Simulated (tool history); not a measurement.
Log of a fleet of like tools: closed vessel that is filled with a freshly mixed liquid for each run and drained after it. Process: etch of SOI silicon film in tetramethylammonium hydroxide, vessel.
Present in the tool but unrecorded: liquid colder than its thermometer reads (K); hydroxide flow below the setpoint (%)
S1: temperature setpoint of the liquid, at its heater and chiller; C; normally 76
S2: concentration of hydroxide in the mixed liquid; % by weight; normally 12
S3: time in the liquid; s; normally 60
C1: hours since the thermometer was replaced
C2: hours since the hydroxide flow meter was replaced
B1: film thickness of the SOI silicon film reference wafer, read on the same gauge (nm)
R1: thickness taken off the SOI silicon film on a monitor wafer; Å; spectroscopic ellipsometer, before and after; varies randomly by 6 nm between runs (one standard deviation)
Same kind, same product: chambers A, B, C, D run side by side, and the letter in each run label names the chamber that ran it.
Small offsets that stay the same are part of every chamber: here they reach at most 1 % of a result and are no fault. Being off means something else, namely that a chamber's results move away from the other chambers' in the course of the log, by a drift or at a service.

| run | day | S1 | S2 | S3 | C1 | C2 | B1 | R1 |
|---|---|---|---|---|---|---|---|---|
| 1B | 0.296 | 76 | 12 | 60 | 60.3 | 793.4 | 49.997 | 6056.8 |
| 2C | 0.546 | 76 | 12 | 60 | 305 | 374 | 50 | 6053.5 |
| 3D | 0.717 | 76 | 12 | 60 | 710.1 | 635.2 | 50.025 | 6003.7 |
| 4A | 0.921 | 76 | 12 | 60 | 266.4 | 1655.1 | 50.016 | 6067.4 |
| 5C | 1.067 | 76 | 12 | 60 | 317.5 | 386.5 | 49.976 | 6139.1 |
| 6A | 1.304 | 76 | 12 | 60 | 275.6 | 1664.3 | 50.026 | 6071.9 |
| 7D | 1.475 | 76 | 12 | 60 | 728.3 | 653.4 | 49.977 | 5940.9 |
| 8B | 1.654 | 76 | 12 | 60 | 92.9 | 826 | 50.022 | 6062 |
| 9D | 1.829 | 76 | 12 | 60 | 736.8 | 661.9 | 49.99 | 6195 |
|  | 1.954 | chamber A: hydroxide flow meter replaced |
| 10B | 2.067 | 76 | 12 | 60 | 102.8 | 835.9 | 49.981 | 6073.8 |
|  | 2.133 | chamber D: hydroxide flow meter replaced |
| 11A | 2.246 | 76 | 12 | 60 | 298.2 | 7 | 49.996 | 6141 |
| 12C | 2.521 | 76 | 12 | 60 | 352.4 | 421.4 | 50.014 | 6167.7 |
| 13D | 2.825 | 76 | 12 | 60 | 760.7 | 16.7 | 50.018 | 5974 |
| 14A | 3.117 | 76 | 12 | 60 | 319.1 | 27.9 | 49.976 | 5956.6 |
| 15C | 3.371 | 76 | 12 | 60 | 372.8 | 441.8 | 49.954 | 6078.5 |
| 16B | 3.579 | 76 | 12 | 60 | 139.1 | 872.2 | 49.972 | 6038.4 |
| 17A | 3.871 | 76 | 12 | 60 | 337.2 | 46 | 50.026 | 5782.9 |
| 18C | 4.058 | 76 | 12 | 60 | 389.3 | 458.3 | 50.008 | 6052 |
| 19D | 4.246 | 73.5 | 12 | 40 | 794.8 | 50.8 | 50.016 | 3461.3 |
| 20B | 4.496 | 73.5 | 12 | 40 | 161.1 | 894.2 | 50.008 | 3504.3 |
| 21B | 4.704 | 73.5 | 12 | 40 | 166.1 | 899.2 | 50.024 | 3444.7 |
| 22C | 5.017 | 73.5 | 12 | 40 | 412.3 | 481.3 | 49.991 | 3487 |
| 23D | 5.225 | 76 | 12 | 60 | 818.3 | 74.3 | 50.011 | 5908.5 |
| 24A | 5.417 | 76 | 12 | 60 | 374.3 | 83.1 | 49.971 | 5620.2 |
| 25A | 5.696 | 81 | 12 | 60 | 381 | 89.8 | 50.009 | 7359.1 |
| 26D | 6 | 81 | 12 | 60 | 836.9 | 92.9 | 49.977 | 7980.4 |
| 27C | 6.3 | 81 | 12 | 60 | 443.1 | 512.1 | 49.972 | 8054.2 |
| 28B | 6.608 | 81 | 12 | 60 | 211.8 | 944.9 | 49.98 | 8047.3 |
| 29A | 6.862 | 76 | 12 | 60 | 409 | 117.8 | 49.983 | 5493.7 |
| 30C | 7.121 | 76 | 12 | 60 | 462.8 | 531.8 | 50.041 | 6138.6 |

Which is it: a chamber that has drifted or been left off by a service, a gauge drift common to all chambers, or only each chamber's usual small offset? If a chamber is off, name it and its likeliest cause.

Little by little, chamber A moves away from the other chambers.
Most likely cause: liquid colder than its thermometer reads (K) = 2.09.

Chamber A could run next with any of the 4 candidate recipes listed below; each alters the usual settings, and their results appear as question marks. Which one brings its results back in line with what the other chambers deliver on the usual settings?
To be in line, a result may differ from the other chambers' mean on the usual settings by at most: R1 210 Å
| 31A-1 | 7.35 | 75.5 | 12 | 55 |  |  |  | ? |
| 31A-2 | 7.35 | 76.5 | 12 | 60 |  |  |  | ? |
| 31A-3 | 7.35 | 77 | 12 | 65 |  |  |  | ? |
| 31A-4 | 7.35 | 75.5 | 12 | 60 |  |  |  | ? |

Average result of the remaining chambers running the usual settings: R1 6056.9 Å
| run | R1 |
|---|---|
| 31A-1 | 4754.1 |
| 31A-2 | 5489.5 |
| 31A-3 | 6119.4 |
| 31A-4 | 5186.3 |
31A-3 brings the chamber back in line.
